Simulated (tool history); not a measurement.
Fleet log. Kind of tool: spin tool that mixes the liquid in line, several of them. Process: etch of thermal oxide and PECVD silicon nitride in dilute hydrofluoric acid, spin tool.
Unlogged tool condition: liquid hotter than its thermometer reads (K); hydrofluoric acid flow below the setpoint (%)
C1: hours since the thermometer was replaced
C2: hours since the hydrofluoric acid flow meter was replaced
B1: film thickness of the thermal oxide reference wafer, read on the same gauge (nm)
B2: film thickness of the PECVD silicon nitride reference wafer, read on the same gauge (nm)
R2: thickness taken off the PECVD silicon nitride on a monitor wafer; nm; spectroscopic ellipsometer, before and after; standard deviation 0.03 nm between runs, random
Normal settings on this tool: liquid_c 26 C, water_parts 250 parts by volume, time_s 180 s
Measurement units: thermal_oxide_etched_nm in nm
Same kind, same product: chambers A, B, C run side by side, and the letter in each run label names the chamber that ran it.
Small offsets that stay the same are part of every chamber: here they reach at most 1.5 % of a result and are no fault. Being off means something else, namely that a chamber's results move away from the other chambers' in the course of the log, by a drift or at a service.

Run 1A, hour 5.0: usual settings; C1 483.8; C2 853.9; B1 90.001; B2 60.002. Result: thermal_oxide_etched_nm 3.2086 nm, R2 1.9408 nm.
Run 2C, hour 9.5: usual settings; C1 408.2; C2 513.2; B1 89.995; B2 59.984. Result: thermal_oxide_etched_nm 3.1604 nm, R2 1.9138 nm.
Run 3B, hour 16.8: usual settings; C1 1426.6; C2 711.6; B1 90.004; B2 59.990. Result: thermal_oxide_etched_nm 3.2295 nm, R2 1.8883 nm.
Run 4A, hour 22.3: usual settings; C1 501.1; C2 871.2; B1 89.987; B2 60.001. Result: thermal_oxide_etched_nm 3.2498 nm, R2 1.8819 nm.
Run 5B, hour 28.9: usual settings; C1 1438.7; C2 723.7; B1 89.988; B2 59.993. Result: thermal_oxide_etched_nm 3.2084 nm, R2 1.8819 nm.
Run 6C, hour 32.2: usual settings; C1 430.9; C2 535.9; B1 90.009; B2 60.005. Result: thermal_oxide_etched_nm 3.1082 nm, R2 1.8907 nm.
Run 7A, hour 36.4: usual settings; C1 515.2; C2 885.3; B1 90.000; B2 60.003. Result: thermal_oxide_etched_nm 3.2335 nm, R2 1.9171 nm.
Run 8B, hour 40.9: usual settings; C1 1450.7; C2 735.7; B1 90.001; B2 59.997. Result: thermal_oxide_etched_nm 3.2094 nm, R2 1.9030 nm.
Run 9C, hour 47.1: usual settings; C1 445.8; C2 550.8; B1 89.999; B2 60.002. Result: thermal_oxide_etched_nm 3.1791 nm, R2 1.9181 nm.
Run 10A, hour 51.7: usual settings; C1 530.5; C2 900.6; B1 89.998; B2 59.998. Result: thermal_oxide_etched_nm 3.2333 nm, R2 1.9443 nm.
Run 11B, hour 55.7: usual settings; C1 1465.5; C2 750.5; B1 89.999; B2 60.005. Result: thermal_oxide_etched_nm 3.2092 nm, R2 1.8954 nm.
Run 12C, hour 61.5: usual settings; C1 460.2; C2 565.2; B1 89.991; B2 59.999. Result: thermal_oxide_etched_nm 3.1661 nm, R2 1.8935 nm.
Run 13A, hour 65.1: usual settings; C1 543.9; C2 914.0; B1 90.003; B2 60.002. Result: thermal_oxide_etched_nm 3.2944 nm, R2 1.9822 nm.
Run 14B, hour 70.9: usual settings but water_parts 325 parts by volume, time_s 225 s; C1 1480.7; C2 765.7; B1 89.998; B2 59.990. Result: thermal_oxide_etched_nm 2.9193 nm, R2 1.8157 nm.
Run 15C, hour 78.0: usual settings but water_parts 325 parts by volume, time_s 225 s; C1 476.7; C2 581.7; B1 90.016; B2 59.996. Result: thermal_oxide_etched_nm 2.8335 nm, R2 1.7977 nm.
Run 16B, hour 81.7: usual settings but water_parts 325 parts by volume, time_s 225 s; C1 1491.5; C2 776.5; B1 89.983; B2 60.008. Result: thermal_oxide_etched_nm 2.9186 nm, R2 1.8421 nm.
Run 17C, hour 85.3: usual settings; C1 484.0; C2 589.0; B1 90.013; B2 60.019. Result: thermal_oxide_etched_nm 3.1747 nm, R2 1.9095 nm.
Run 18A, hour 91.3: usual settings; C1 570.1; C2 940.2; B1 90.003; B2 60.016. Result: thermal_oxide_etched_nm 3.3147 nm, R2 2.0364 nm.
Run 19A, hour 94.9: usual settings; C1 573.7; C2 943.8; B1 90.011; B2 59.995. Result: thermal_oxide_etched_nm 3.3048 nm, R2 1.9967 nm.
Run 20B, hour 101.3: usual settings; C1 1511.1; C2 796.1; B1 89.979; B2 60.001. Result: thermal_oxide_etched_nm 3.2245 nm, R2 1.9172 nm.
Run 21C, hour 106.4: usual settings; C1 505.1; C2 610.1; B1 89.999; B2 59.992. Result: thermal_oxide_etched_nm 3.1709 nm, R2 1.8827 nm.
Run 22C, hour 110.4: usual settings; C1 509.1; C2 614.1; B1 90.005; B2 60.022. Result: thermal_oxide_etched_nm 3.2002 nm, R2 1.9441 nm.
Run 23B, hour 113.7: usual settings but water_parts 140 parts by volume; C1 1523.5; C2 808.5; B1 89.997; B2 59.992. Result: thermal_oxide_etched_nm 6.3617 nm, R2 3.3513 nm.
Run 24A, hour 117.0: usual settings but water_parts 140 parts by volume; C1 595.8; C2 965.9; B1 90.007; B2 59.998. Result: thermal_oxide_etched_nm 6.9752 nm, R2 3.7121 nm.
Run 25B, hour 123.6: usual settings but water_parts 140 parts by volume; C1 1533.4; C2 818.4; B1 90.010; B2 59.996. Result: thermal_oxide_etched_nm 6.4373 nm, R2 3.4088 nm.
Run 26A, hour 127.6: usual settings; C1 606.4; C2 976.5; B1 90.020; B2 59.980. Result: thermal_oxide_etched_nm 3.4069 nm, R2 2.0894 nm.

Decide between three cases: one chamber stands off from its peers, the gauge reading all wafers drifts, or nothing is wrong past each chamber's small offset. Where a chamber is off, say which and what most likely put it there.

It is chamber A that slowly wanders off from its peers.
Most likely cause: liquid hotter than its thermometer reads (K) = 1.72.

Below are 4 candidate recipes for chamber A's next run, each the usual settings with a change, their results shown as question marks. Which of them brings A's results back in line with what the other chambers give on the usual settings?
Maximum distance from the other chambers' mean on the usual settings for a result to count as in line: thermal_oxide_etched_nm 0.0900 nm; R2 0.1100 nm
Run 27A-1, hour 133.0: usual settings but liquid_c 27.0 C, water_parts 260 parts by volume, time_s 195 s. Result: thermal_oxide_etched_nm ?, R2 ?.
Run 27A-2, hour 133.0: usual settings but liquid_c 28.5 C, water_parts 270 parts by volume, time_s 205 s. Result: thermal_oxide_etched_nm ?, R2 ?.
Run 27A-3, hour 133.0: usual settings but liquid_c 25.0 C, water_parts 240 parts by volume, time_s 165 s. Result: thermal_oxide_etched_nm ?, R2 ?.
Run 27A-4, hour 133.0: usual settings but liquid_c 24.0 C, water_parts 230 parts by volume, time_s 155 s. Result: thermal_oxide_etched_nm ?, R2 ?.

The mean the other chambers reach with the usual settings: thermal_oxide_etched_nm 3.1954 nm; R2 1.9010 nm
  run  thermal_oxide_etched_nm      R2
27A-1                   3.6201  2.3401
27A-2                   3.8076  2.5828
27A-3                   3.1674  1.9044
27A-4                   3.0298  1.7561
With 27A-3, the chamber falls back in line with the rest.

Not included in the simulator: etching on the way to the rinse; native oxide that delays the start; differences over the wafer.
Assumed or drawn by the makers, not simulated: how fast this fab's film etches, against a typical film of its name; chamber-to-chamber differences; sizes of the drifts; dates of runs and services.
